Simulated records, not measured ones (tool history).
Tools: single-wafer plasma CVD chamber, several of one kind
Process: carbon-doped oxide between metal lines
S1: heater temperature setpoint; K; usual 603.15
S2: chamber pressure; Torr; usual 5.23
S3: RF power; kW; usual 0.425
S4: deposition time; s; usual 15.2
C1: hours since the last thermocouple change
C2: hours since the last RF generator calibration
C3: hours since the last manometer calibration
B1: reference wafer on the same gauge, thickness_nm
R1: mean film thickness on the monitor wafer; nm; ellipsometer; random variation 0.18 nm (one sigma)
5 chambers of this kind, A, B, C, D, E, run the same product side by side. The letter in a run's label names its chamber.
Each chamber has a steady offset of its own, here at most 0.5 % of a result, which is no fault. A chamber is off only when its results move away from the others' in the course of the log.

| run | hour | S1 | S2 | S3 | S4 | C1 | C2 | C3 | B1 | R1 |
|---|---|---|---|---|---|---|---|---|---|---|
| 1A | 4.7 | 603.15 | 5.23 | 0.425 | 15.2 | 1208.3 | 1652.6 | 292.5 | 66.063 | 75.681 |
| 2C | 11.1 | 603.15 | 5.23 | 0.425 | 15.2 | 1600.3 | 290.0 | 1444.9 | 66.061 | 74.964 |
| 3B | 15.2 | 603.15 | 5.23 | 0.425 | 15.2 | 543.3 | 557.8 | 745.9 | 66.082 | 74.706 |
| 4E | 19.7 | 603.15 | 5.23 | 0.425 | 15.2 | 841.0 | 243.1 | 1243.7 | 66.090 | 75.595 |
| 5D | 22.8 | 616.15 | 4.12 | 0.425 | 15.2 | 1502.9 | 1237.7 | 1001.8 | 66.078 | 70.082 |
| 6D | 27.4 | 616.15 | 4.12 | 0.425 | 15.2 | 1507.5 | 1242.3 | 1006.4 | 66.073 | 70.106 |
| 7A | 33.4 | 616.15 | 4.12 | 0.425 | 15.2 | 1237.0 | 1681.3 | 321.2 | 66.085 | 70.150 |
| 8C | 36.5 | 616.15 | 4.12 | 0.425 | 15.2 | 1625.7 | 315.4 | 1470.3 | 66.114 | 69.341 |
| 9E | 43.1 | 616.15 | 4.12 | 0.425 | 15.2 | 864.4 | 266.5 | 1267.1 | 66.105 | 69.689 |
| 10B | 47.3 | 603.15 | 5.23 | 0.425 | 15.2 | 575.4 | 589.9 | 778.0 | 66.118 | 75.113 |
| 11B | 50.9 | 603.15 | 5.23 | 0.425 | 15.2 | 579.0 | 593.5 | 781.6 | 66.105 | 75.108 |
| 12E | 55.2 | 603.15 | 5.23 | 0.425 | 15.2 | 876.5 | 278.6 | 1279.2 | 66.084 | 75.328 |
| 13A | 59.7 | 603.15 | 5.23 | 0.425 | 15.2 | 1263.3 | 1707.6 | 347.5 | 66.122 | 75.276 |
| 14D | 65.6 | 603.15 | 5.23 | 0.425 | 15.2 | 1545.7 | 1280.5 | 1044.6 | 66.090 | 75.590 |
| 15C | 70.2 | 603.15 | 5.23 | 0.425 | 15.2 | 1659.4 | 349.1 | 1504.0 | 66.108 | 74.850 |
| 16C | 75.2 | 603.15 | 5.23 | 0.425 | 15.2 | 1664.4 | 354.1 | 1509.0 | 66.115 | 74.845 |
|  | 78.6 | chamber D: capacitance manometer re-zeroed and calibrated |
| 17D | 81.4 | 603.15 | 5.23 | 0.425 | 15.2 | 1561.5 | 1296.3 | 2.9 | 66.079 | 75.369 |
| 18A | 87.1 | 603.15 | 5.23 | 0.425 | 15.2 | 1290.7 | 1735.0 | 374.9 | 66.109 | 74.967 |
| 19E | 90.1 | 603.15 | 5.23 | 0.425 | 15.2 | 911.4 | 313.5 | 1314.1 | 66.078 | 75.345 |
| 20B | 95.8 | 603.15 | 5.23 | 0.425 | 15.2 | 623.9 | 638.4 | 826.5 | 66.108 | 75.176 |
| 21D | 99.1 | 603.15 | 5.23 | 0.425 | 15.2 | 1579.2 | 1314.0 | 20.6 | 66.070 | 75.325 |
| 22C | 104.5 | 603.15 | 5.23 | 0.425 | 15.2 | 1693.7 | 383.4 | 1538.3 | 66.084 | 74.983 |
| 23B | 109.9 | 603.15 | 5.23 | 0.425 | 15.2 | 638.0 | 652.5 | 840.6 | 66.110 | 75.402 |
| 24A | 113.3 | 603.15 | 5.23 | 0.425 | 15.2 | 1316.9 | 1761.2 | 401.1 | 66.101 | 74.478 |
| 25E | 117.5 | 603.15 | 5.23 | 0.425 | 15.2 | 938.8 | 340.9 | 1341.5 | 66.087 | 75.419 |
| 26B | 120.7 | 603.15 | 5.23 | 0.425 | 15.2 | 648.8 | 663.3 | 851.4 | 66.049 | 74.975 |
| 27D | 125.7 | 603.15 | 5.23 | 0.425 | 15.2 | 1605.8 | 1340.6 | 47.2 | 66.071 | 75.333 |
| 28A | 129.4 | 603.15 | 5.23 | 0.425 | 15.2 | 1333.0 | 1777.3 | 417.2 | 66.087 | 74.027 |
| 29E | 136.0 | 603.15 | 5.23 | 0.425 | 15.2 | 957.3 | 359.4 | 1360.0 | 66.125 | 75.597 |
| 30C | 138.9 | 603.15 | 5.23 | 0.425 | 15.2 | 1728.1 | 417.8 | 1572.7 | 66.164 | 74.961 |
| 31B | 144.0 | 603.15 | 6.33 | 0.425 | 15.2 | 672.1 | 686.6 | 874.7 | 66.056 | 76.734 |

What goes on in this fleet: one chamber off, a drifting gauge, or nothing beyond the chambers' own small offsets? Name the chamber and the cause, if any.

Chamber A drifts away from the others.
Cause: delivered RF power below the setpoint (%) = 3.29.
The log may not tell that from: wafer temperature above the value expected at the setpoint (K).

Here are 4 candidates for chamber A's next run, each the usual settings with a change, their results left as question marks. Which one brings its results back in line with what the others give on the usual settings?
In line means no further than this from the other chambers' mean on the usual settings: R1 0.620 nm
| 32A-1 | 148.8 | 596.15 | 5.63 | 0.425 | 15.2 |  |  |  |  | ? |
| 32A-2 | 148.8 | 604.15 | 5.19 | 0.425 | 14.7 |  |  |  |  | ? |
| 32A-3 | 148.8 | 603.15 | 5.27 | 0.435 | 15.2 |  |  |  |  | ? |
| 32A-4 | 148.8 | 603.15 | 5.23 | 0.415 | 15.2 |  |  |  |  | ? |

The other chambers' mean on the usual settings: R1 75.149 nm
| run | R1 |
|---|---|
| 32A-1 | 76.433 |
| 32A-2 | 71.130 |
| 32A-3 | 75.183 |
| 32A-4 | 72.551 |
32A-3 brings the chamber back in line.

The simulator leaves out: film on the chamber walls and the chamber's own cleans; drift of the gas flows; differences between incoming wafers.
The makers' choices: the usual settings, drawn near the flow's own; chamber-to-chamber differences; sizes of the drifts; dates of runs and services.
